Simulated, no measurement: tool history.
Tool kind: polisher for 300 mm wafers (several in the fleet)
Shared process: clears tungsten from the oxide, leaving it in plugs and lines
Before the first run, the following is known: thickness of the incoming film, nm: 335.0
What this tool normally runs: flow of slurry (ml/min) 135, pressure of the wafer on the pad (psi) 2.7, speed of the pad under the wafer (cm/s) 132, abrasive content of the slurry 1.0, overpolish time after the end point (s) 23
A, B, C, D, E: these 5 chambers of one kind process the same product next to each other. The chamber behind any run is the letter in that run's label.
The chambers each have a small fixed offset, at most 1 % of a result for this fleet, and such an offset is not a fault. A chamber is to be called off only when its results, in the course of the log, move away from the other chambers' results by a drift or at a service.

run,day,flow of slurry (ml/min),pressure of the wafer on the pad (psi),speed of the pad under the wafer (cm/s),abrasive content of the slurry,overpolish time after the end point (s),time until the end point was called (s)
1A,0.208,135,2.7,132,1.0,23,73.192
# day 0.304: chamber B: worn pad replaced by a new one
2C,0.400,135,2.7,132,1.0,23,72.423
3D,0.612,135,2.7,132,1.0,23,75.067
# day 0.688: chamber C: slurry tank refilled with fresh slurry and peroxide
4E,0.758,135,2.7,132,1.0,23,72.805
# day 0.804: chamber D: slurry tank refilled with fresh slurry and peroxide
5B,1.033,135,2.7,132,1.0,23,73.282
6E,1.317,135,2.7,132,1.0,23,72.842
7A,1.479,135,2.7,132,1.0,23,73.624
# day 1.517: chamber E: slurry blender recalibrated
# day 1.775: chamber B: slurry blender recalibrated
8D,1.779,135,2.7,132,1.0,23,73.073
9C,1.962,135,2.7,132,1.0,23,71.259
# day 2.029: chamber A: worn pad replaced by a new one
# day 2.142: chamber B: slurry tank refilled with fresh slurry and peroxide
# day 2.275: chamber D: slurry nozzle cleaned
10B,2.275,135,2.7,106,1.0,23,91.949
11B,2.504,135,2.7,106,1.0,23,91.325
# day 2.562: chamber D: worn pad replaced by a new one
# day 2.646: chamber C: worn pad replaced by a new one
12D,2.696,135,2.7,106,1.0,23,90.950
13A,2.929,135,2.7,106,1.0,23,92.180
14E,3.079,135,2.7,106,1.0,23,92.709
15C,3.300,135,2.7,132,1.0,23,74.013
16E,3.579,135,2.7,132,1.0,23,71.651
# day 3.754: chamber B: worn pad replaced by a new one
17C,3.854,135,2.7,132,1.0,23,71.918
# day 3.867: chamber E: head pressure recalibrated
# day 4.000: chamber A: worn pad replaced by a new one
18A,4.067,135,2.7,132,1.0,23,75.407
# day 4.158: chamber E: worn pad replaced by a new one
19D,4.262,135,2.7,132,0.8,23,77.667
20B,4.500,135,2.7,132,0.8,23,78.847
21A,4.796,135,2.7,132,0.8,23,81.213
# day 5.083: chamber D: slurry blender recalibrated
22E,5.100,135,2.7,132,0.8,23,78.710
# day 5.375: chamber D: worn pad replaced by a new one
23C,5.417,135,2.7,132,0.8,23,77.466
24D,5.621,135,2.7,132,1.0,23,70.077
# day 5.892: chamber E: slurry nozzle cleaned
25B,5.933,135,3.3,132,1.0,23,60.261
# day 6.050: chamber A: worn pad replaced by a new one
# day 6.050: chamber B: slurry tank refilled with fresh slurry and peroxide
26A,6.208,135,3.3,132,1.0,23,64.120
# day 6.221: chamber C: slurry blender recalibrated
27C,6.462,135,3.3,132,1.0,23,60.064
28E,6.675,135,3.3,132,1.0,23,60.509
29D,6.871,135,3.3,132,1.0,23,60.985
# day 6.883: chamber E: slurry tank refilled with fresh slurry and peroxide
30B,7.104,135,2.7,132,1.0,23,73.715
# day 7.158: chamber C: head pressure recalibrated
# day 7.271: chamber B: slurry nozzle cleaned
31C,7.292,135,2.7,132,1.0,23,73.080
# day 7.388: chamber B: worn pad replaced by a new one
32E,7.512,135,2.7,132,1.0,23,71.290
33B,7.675,135,2.7,132,1.0,23,73.458
# day 7.796: chamber A: slurry blender recalibrated
34D,7.979,135,2.7,132,1.0,23,72.838
35A,8.133,135,2.7,132,1.0,23,83.692
36B,8.425,135,2.7,132,1.2,23,69.604

Next, all 5 chambers run the settings below, one line each with question marks for the results. What does each chamber give?
37A,8.654,135,2.7,132,1.0,23,?
37B,8.654,135,2.7,132,1.0,23,?
37C,8.654,135,2.7,132,1.0,23,?
37D,8.654,135,2.7,132,1.0,23,?
37E,8.654,135,2.7,132,1.0,23,?

run,time until the end point was called (s)
37A,87.255
37B,73.676
37C,72.230
37D,74.163
37E,71.538

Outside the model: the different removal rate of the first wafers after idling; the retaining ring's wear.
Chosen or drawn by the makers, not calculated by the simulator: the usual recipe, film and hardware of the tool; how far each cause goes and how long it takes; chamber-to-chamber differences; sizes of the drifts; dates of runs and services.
